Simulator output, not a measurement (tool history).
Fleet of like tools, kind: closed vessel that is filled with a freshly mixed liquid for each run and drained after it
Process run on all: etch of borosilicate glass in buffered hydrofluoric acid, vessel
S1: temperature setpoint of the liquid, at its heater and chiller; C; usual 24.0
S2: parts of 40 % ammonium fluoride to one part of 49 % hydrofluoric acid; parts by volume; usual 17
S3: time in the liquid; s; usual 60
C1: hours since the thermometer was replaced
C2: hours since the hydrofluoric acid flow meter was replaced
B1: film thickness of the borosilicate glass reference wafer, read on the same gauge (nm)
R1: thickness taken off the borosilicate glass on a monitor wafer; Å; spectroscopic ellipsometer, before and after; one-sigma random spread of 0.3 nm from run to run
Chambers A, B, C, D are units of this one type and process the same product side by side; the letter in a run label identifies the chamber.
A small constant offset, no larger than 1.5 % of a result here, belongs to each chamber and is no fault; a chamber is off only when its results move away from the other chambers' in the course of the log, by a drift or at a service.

run 1A hour=10.8 | S1=24.0 S2=17 S3=60 | C1=275.3 C2=395.9 | B1=30.042 | R1=440.97
run 2C hour=24.9 | S1=24.0 S2=17 S3=60 | C1=162.7 C2=733.5 | B1=30.013 | R1=451.42
run 3D hour=36.4 | S1=24.0 S2=17 S3=60 | C1=341.9 C2=212.9 | B1=29.997 | R1=439.58
run 4B hour=49.4 | S1=24.0 S2=17 S3=60 | C1=1503.2 C2=875.5 | B1=30.018 | R1=438.50
run 5D hour=59.2 | S1=24.0 S2=17 S3=60 | C1=364.7 C2=235.7 | B1=30.022 | R1=440.89
run 6B hour=73.4 | S1=24.0 S2=17 S3=60 | C1=1527.2 C2=899.5 | B1=30.007 | R1=444.65
run 7A hour=83.1 | S1=24.0 S2=17 S3=60 | C1=347.6 C2=468.2 | B1=29.964 | R1=432.56
run 8C hour=94.9 | S1=24.0 S2=17 S3=60 | C1=232.7 C2=803.5 | B1=29.995 | R1=447.00
run 9B hour=103.1 | S1=24.0 S2=17 S3=60 | C1=1556.9 C2=929.2 | B1=29.991 | R1=440.70
run 10C hour=118.0 | S1=24.0 S2=17 S3=60 | C1=255.8 C2=826.6 | B1=29.979 | R1=444.01
run 11D hour=130.6 | S1=24.0 S2=17 S3=60 | C1=436.1 C2=307.1 | B1=29.958 | R1=442.62
run 12A hour=144.6 | S1=24.0 S2=17 S3=60 | C1=409.1 C2=529.7 | B1=30.027 | R1=441.71
run 13B hour=154.3 | S1=24.0 S2=17 S3=60 | C1=1608.1 C2=980.4 | B1=29.974 | R1=451.04
run 14C hour=165.8 | S1=24.0 S2=17 S3=60 | C1=303.6 C2=874.4 | B1=30.007 | R1=441.81
run 15A hour=178.7 | S1=24.0 S2=21 S3=30 | C1=443.2 C2=563.8 | B1=29.985 | R1=177.31
run 16D hour=193.5 | S1=24.0 S2=21 S3=30 | C1=499.0 C2=370.0 | B1=30.043 | R1=181.81
run 17D hour=202.4 | S1=24.0 S2=21 S3=30 | C1=507.9 C2=378.9 | B1=30.010 | R1=182.01
run 18A hour=213.3 | S1=24.0 S2=21 S3=30 | C1=477.8 C2=598.4 | B1=30.021 | R1=176.71
run 19C hour=220.9 | S1=24.0 S2=17 S3=60 | C1=358.7 C2=929.5 | B1=30.006 | R1=444.19
run 20B hour=233.6 | S1=24.0 S2=17 S3=60 | C1=1687.4 C2=1059.7 | B1=30.045 | R1=471.77
run 21C hour=247.8 | S1=24.0 S2=17 S3=60 | C1=385.6 C2=956.4 | B1=29.988 | R1=439.29
run 22D hour=255.5 | S1=24.0 S2=17 S3=60 | C1=561.0 C2=432.0 | B1=29.989 | R1=445.42
-- hour=259.9 chamber B: thermometer replaced
run 23A hour=266.8 | S1=24.0 S2=17 S3=60 | C1=531.3 C2=651.9 | B1=30.031 | R1=438.21
run 24B hour=276.1 | S1=29.0 S2=17 S3=30 | C1=16.2 C2=1102.2 | B1=29.968 | R1=309.36
run 25D hour=286.2 | S1=29.0 S2=17 S3=30 | C1=591.7 C2=462.7 | B1=30.025 | R1=286.78

The same settings go to every chamber for the next run, one line per chamber below. Forecast the results for each:
run 26A hour=297.5 | S1=25.5 S2=17 S3=60 | R1=?
run 26B hour=297.5 | S1=25.5 S2=17 S3=60 | R1=?
run 26C hour=297.5 | S1=25.5 S2=17 S3=60 | R1=?
run 26D hour=297.5 | S1=25.5 S2=17 S3=60 | R1=?

run=26A R1=478.14
run=26B R1=530.41
run=26C R1=475.61
run=26D R1=473.64
